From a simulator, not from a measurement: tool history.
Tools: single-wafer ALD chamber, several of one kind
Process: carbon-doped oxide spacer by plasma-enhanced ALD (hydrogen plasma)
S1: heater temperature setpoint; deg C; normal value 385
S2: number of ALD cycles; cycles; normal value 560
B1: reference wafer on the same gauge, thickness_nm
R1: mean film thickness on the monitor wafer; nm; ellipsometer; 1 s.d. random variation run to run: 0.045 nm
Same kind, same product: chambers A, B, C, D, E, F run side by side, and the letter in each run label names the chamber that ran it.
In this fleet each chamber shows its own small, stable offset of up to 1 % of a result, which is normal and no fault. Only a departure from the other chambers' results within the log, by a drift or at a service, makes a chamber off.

{"run": "1B", "hour": 5.6, "S1": 385, "S2": 560, "B1": 23.91, "R1": 27.958}
{"hour": 8.0, "done": "chamber E: thermocouple changed; heater temperature recalibrated"}
{"run": "2C", "hour": 11.4, "S1": 385, "S2": 560, "B1": 23.91, "R1": 28.127}
{"run": "3A", "hour": 17.2, "S1": 385, "S2": 560, "B1": 23.906, "R1": 28.184}
{"run": "4E", "hour": 26.5, "S1": 385, "S2": 560, "B1": 23.908, "R1": 27.969}
{"run": "5D", "hour": 31.5, "S1": 385, "S2": 560, "B1": 23.914, "R1": 27.862}
{"run": "6F", "hour": 37.8, "S1": 385, "S2": 560, "B1": 23.915, "R1": 27.868}
{"run": "7C", "hour": 46.6, "S1": 393, "S2": 504, "B1": 23.927, "R1": 25.285}
{"run": "8B", "hour": 55.7, "S1": 393, "S2": 504, "B1": 23.927, "R1": 25.159}
{"run": "9E", "hour": 63.4, "S1": 393, "S2": 504, "B1": 23.938, "R1": 25.25}
{"run": "10D", "hour": 68.1, "S1": 393, "S2": 504, "B1": 23.934, "R1": 25.089}
{"run": "11A", "hour": 77.7, "S1": 393, "S2": 504, "B1": 23.946, "R1": 25.426}
{"run": "12F", "hour": 83.3, "S1": 393, "S2": 504, "B1": 23.952, "R1": 25.05}
{"run": "13B", "hour": 93.4, "S1": 385, "S2": 560, "B1": 23.955, "R1": 28.09}
{"run": "14F", "hour": 102.7, "S1": 385, "S2": 560, "B1": 23.979, "R1": 27.92}
{"run": "15C", "hour": 108.7, "S1": 385, "S2": 560, "B1": 23.958, "R1": 28.131}
{"run": "16A", "hour": 113.3, "S1": 372, "S2": 605, "B1": 23.97, "R1": 30.466}
{"run": "17D", "hour": 119.9, "S1": 372, "S2": 605, "B1": 23.971, "R1": 30.128}
{"run": "18E", "hour": 128.0, "S1": 372, "S2": 605, "B1": 23.983, "R1": 30.305}
{"run": "19C", "hour": 135.4, "S1": 372, "S2": 605, "B1": 23.975, "R1": 30.478}
{"run": "20D", "hour": 143.9, "S1": 372, "S2": 605, "B1": 23.984, "R1": 30.054}
{"run": "21F", "hour": 148.6, "S1": 372, "S2": 605, "B1": 23.988, "R1": 30.155}
{"run": "22A", "hour": 156.3, "S1": 385, "S2": 560, "B1": 23.993, "R1": 28.247}
{"run": "23B", "hour": 161.8, "S1": 385, "S2": 560, "B1": 24.009, "R1": 28.111}
{"run": "24E", "hour": 166.8, "S1": 385, "S2": 560, "B1": 23.999, "R1": 28.101}
{"run": "25A", "hour": 172.5, "S1": 385, "S2": 560, "B1": 23.995, "R1": 28.228}
{"run": "26B", "hour": 178.8, "S1": 385, "S2": 560, "B1": 24.008, "R1": 28.13}
{"run": "27E", "hour": 186.2, "S1": 385, "S2": 560, "B1": 24.015, "R1": 28.081}
{"run": "28F", "hour": 193.6, "S1": 385, "S2": 560, "B1": 24.02, "R1": 27.959}
{"run": "29C", "hour": 199.1, "S1": 390, "S2": 560, "B1": 24.022, "R1": 28.235}
{"run": "30D", "hour": 204.0, "S1": 390, "S2": 560, "B1": 24.028, "R1": 27.988}
{"run": "31E", "hour": 211.3, "S1": 390, "S2": 560, "B1": 24.027, "R1": 28.183}
{"run": "32A", "hour": 221.2, "S1": 390, "S2": 560, "B1": 24.03, "R1": 28.273}
{"run": "33B", "hour": 228.8, "S1": 390, "S2": 560, "B1": 24.037, "R1": 28.182}
{"run": "34F", "hour": 238.7, "S1": 390, "S2": 560, "B1": 24.045, "R1": 27.941}
{"run": "35C", "hour": 248.1, "S1": 385, "S2": 560, "B1": 24.05, "R1": 28.389}
{"run": "36D", "hour": 253.0, "S1": 385, "S2": 459, "B1": 24.066, "R1": 22.968}

Does one chamber stand apart from the rest, does the shared gauge drift, or is all well apart from small per-chamber offsets? Give the chamber and the most likely cause, where there is one.

None of the chambers is off. What moves is the gauge, dragging all their readings along together.
Most likely cause: gauge reads high (%) = 0.662.

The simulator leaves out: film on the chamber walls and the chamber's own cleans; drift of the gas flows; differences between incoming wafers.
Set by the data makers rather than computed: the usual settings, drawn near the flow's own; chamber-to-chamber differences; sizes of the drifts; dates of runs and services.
